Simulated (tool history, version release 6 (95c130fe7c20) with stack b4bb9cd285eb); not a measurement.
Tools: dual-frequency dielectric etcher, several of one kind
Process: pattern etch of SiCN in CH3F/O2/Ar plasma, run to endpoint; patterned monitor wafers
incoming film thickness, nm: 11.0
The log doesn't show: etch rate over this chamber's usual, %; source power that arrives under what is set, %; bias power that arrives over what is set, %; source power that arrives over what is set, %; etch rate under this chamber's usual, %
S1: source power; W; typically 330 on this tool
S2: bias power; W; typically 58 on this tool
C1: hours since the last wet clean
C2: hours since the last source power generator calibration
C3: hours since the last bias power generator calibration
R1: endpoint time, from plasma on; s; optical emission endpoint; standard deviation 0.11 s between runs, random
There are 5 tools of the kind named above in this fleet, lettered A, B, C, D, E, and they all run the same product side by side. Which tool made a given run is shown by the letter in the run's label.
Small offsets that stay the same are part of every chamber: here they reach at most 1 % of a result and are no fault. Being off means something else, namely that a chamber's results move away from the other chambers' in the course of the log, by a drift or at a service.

Run 1E, hour 13.2: usual settings; C1 34.5; C2 2266.8; C3 2300.1. Result: R1 33.937 s.
Run 2B, hour 28.3: usual settings; C1 182.1; C2 1508.4; C3 1154.6. Result: R1 34.221 s.
Run 3D, hour 40.5: usual settings; C1 395.9; C2 1757.7; C3 938.6. Result: R1 34.259 s.
Run 4A, hour 49.8: usual settings; C1 337.9; C2 2816.5; C3 1023.9. Result: R1 34.262 s.
Run 5C, hour 64.4: usual settings; C1 69.9; C2 1957.0; C3 782.7. Result: R1 33.926 s.
Run 6D, hour 79.5: usual settings; C1 434.9; C2 1796.7; C3 977.6. Result: R1 34.282 s.
Run 7E, hour 91.4: usual settings; C1 112.7; C2 2345.0; C3 2378.3. Result: R1 33.805 s.
Run 8C, hour 106.3: usual settings but S1 270 W, S2 63 W; C1 111.8; C2 1998.9; C3 824.6. Result: R1 35.608 s.
Run 9B, hour 118.9: usual settings but S1 270 W, S2 63 W; C1 272.7; C2 1599.0; C3 1245.2. Result: R1 35.782 s.
Run 10A, hour 130.6: usual settings but S1 270 W, S2 63 W; C1 418.7; C2 2897.3; C3 1104.7. Result: R1 36.126 s.
At hour 136.9: chamber A: wet clean of the chamber.
Run 11D, hour 140.1: usual settings but S1 270 W, S2 63 W; C1 495.5; C2 1857.3; C3 1038.2. Result: R1 35.826 s.
Run 12C, hour 147.4: usual settings but S1 270 W, S2 63 W; C1 152.9; C2 2040.0; C3 865.7. Result: R1 35.940 s.
Run 13E, hour 156.9: usual settings; C1 178.2; C2 2410.5; C3 2443.8. Result: R1 33.982 s.
Run 14B, hour 164.6: usual settings; C1 318.4; C2 1644.7; C3 1290.9. Result: R1 34.085 s.
Run 15A, hour 172.7: usual settings; C1 35.8; C2 2939.4; C3 1146.8. Result: R1 34.267 s.
At hour 173.8: chamber D: wet clean of the chamber.
Run 16C, hour 184.4: usual settings; C1 189.9; C2 2077.0; C3 902.7. Result: R1 34.214 s.
Run 17E, hour 194.8: usual settings but S1 270 W; C1 216.1; C2 2448.4; C3 2481.7. Result: R1 36.599 s.
Run 18A, hour 202.7: usual settings but S1 270 W; C1 65.8; C2 2969.4; C3 1176.8. Result: R1 36.834 s.
Run 19B, hour 214.4: usual settings but S1 270 W; C1 368.2; C2 1694.5; C3 1340.7. Result: R1 36.928 s.
Run 20D, hour 222.8: usual settings but S1 270 W; C1 49.0; C2 1940.0; C3 1120.9. Result: R1 36.552 s.
Run 21D, hour 234.9: usual settings but S1 270 W; C1 61.1; C2 1952.1; C3 1133.0. Result: R1 36.936 s.
Run 22C, hour 246.4: usual settings; C1 251.9; C2 2139.0; C3 964.7. Result: R1 34.113 s.
Run 23B, hour 257.4: usual settings; C1 411.2; C2 1737.5; C3 1383.7. Result: R1 34.089 s.
Run 24A, hour 267.0: usual settings; C1 130.1; C2 3033.7; C3 1241.1. Result: R1 34.156 s.
Run 25E, hour 277.6: usual settings; C1 298.9; C2 2531.2; C3 2564.5. Result: R1 34.128 s.
Run 26A, hour 287.1: usual settings; C1 150.2; C2 3053.8; C3 1261.2. Result: R1 34.089 s.
Run 27C, hour 296.0: usual settings; C1 301.5; C2 2188.6; C3 1014.3. Result: R1 33.976 s.
Run 28E, hour 310.9: usual settings; C1 332.2; C2 2564.5; C3 2597.8. Result: R1 33.869 s.
At hour 315.9: chamber C: wet clean of the chamber.
Run 29D, hour 325.7: usual settings; C1 151.9; C2 2042.9; C3 1223.8. Result: R1 33.955 s.
Run 30B, hour 338.6: usual settings but S1 370 W, S2 69 W; C1 492.4; C2 1818.7; C3 1464.9. Result: R1 30.843 s.
Run 31E, hour 354.5: usual settings but S1 370 W, S2 69 W; C1 375.8; C2 2608.1; C3 2641.4. Result: R1 30.500 s.
Run 32D, hour 361.9: usual settings but S1 370 W, S2 69 W; C1 188.1; C2 2079.1; C3 1260.0. Result: R1 30.856 s.
At hour 365.0: chamber B: wet clean of the chamber.
Run 33C, hour 378.6: usual settings but S1 370 W, S2 69 W; C1 62.7; C2 2271.2; C3 1096.9. Result: R1 31.725 s.
Run 34B, hour 393.5: usual settings but S1 370 W, S2 69 W; C1 28.6; C2 1873.6; C3 1519.8. Result: R1 30.764 s.
Run 35A, hour 405.3: usual settings; C1 268.4; C2 3172.0; C3 1379.4. Result: R1 34.579 s.
At hour 405.4: chamber E: wet clean of the chamber.
Run 36A, hour 417.2: usual settings; C1 280.3; C2 3183.9; C3 1391.3. Result: R1 34.071 s.
Run 37C, hour 429.7: usual settings; C1 113.8; C2 2322.3; C3 1148.0. Result: R1 35.312 s.
Run 38D, hour 442.3: usual settings; C1 268.5; C2 2159.5; C3 1340.4. Result: R1 33.896 s.
Run 39B, hour 451.4: usual settings; C1 86.5; C2 1931.5; C3 1577.7. Result: R1 34.352 s.
Run 40E, hour 465.1: usual settings; C1 59.7; C2 2718.7; C3 2752.0. Result: R1 33.792 s.
Run 41B, hour 476.1: usual settings; C1 111.2; C2 1956.2; C3 1602.4. Result: R1 34.126 s.
Run 42D, hour 484.7: usual settings; C1 310.9; C2 2201.9; C3 1382.8. Result: R1 33.846 s.
Run 43E, hour 495.3: usual settings; C1 89.9; C2 2748.9; C3 2782.2. Result: R1 33.881 s.
Run 44C, hour 509.4: usual settings; C1 193.5; C2 2402.0; C3 1227.7. Result: R1 35.140 s.

Is one chamber out of step, is the gauge drifting, or do the chambers differ by no more than their own small offsets? For an off chamber, give its letter and the likeliest cause.

After it was serviced, chamber C no longer matches the other chambers.
What lies behind it: etch rate under this chamber's usual, % = 3.27.

Here are 4 candidates for chamber C's next run, each the usual settings with a change, their results left as question marks. Which one brings its results back in line with what the others give on the usual settings?
To be in line, a result may differ from the other chambers' mean on the usual settings by at most: R1 0.380 s
Run 45C-1, hour 521.4: usual settings but S1 300 W. Result: R1 ?.
Run 45C-2, hour 521.4: usual settings but S1 300 W, S2 53 W. Result: R1 ?.
Run 45C-3, hour 521.4: usual settings but S1 400 W. Result: R1 ?.
Run 45C-4, hour 521.4: usual settings but S2 64 W. Result: R1 ?.

Usual-settings mean across the other chambers: R1 34.119 s
  run      R1
45C-1  36.645
45C-2  37.797
45C-3  32.816
45C-4  34.143
The answer is 45C-4, which returns the chamber to within the allowed miss of the others.
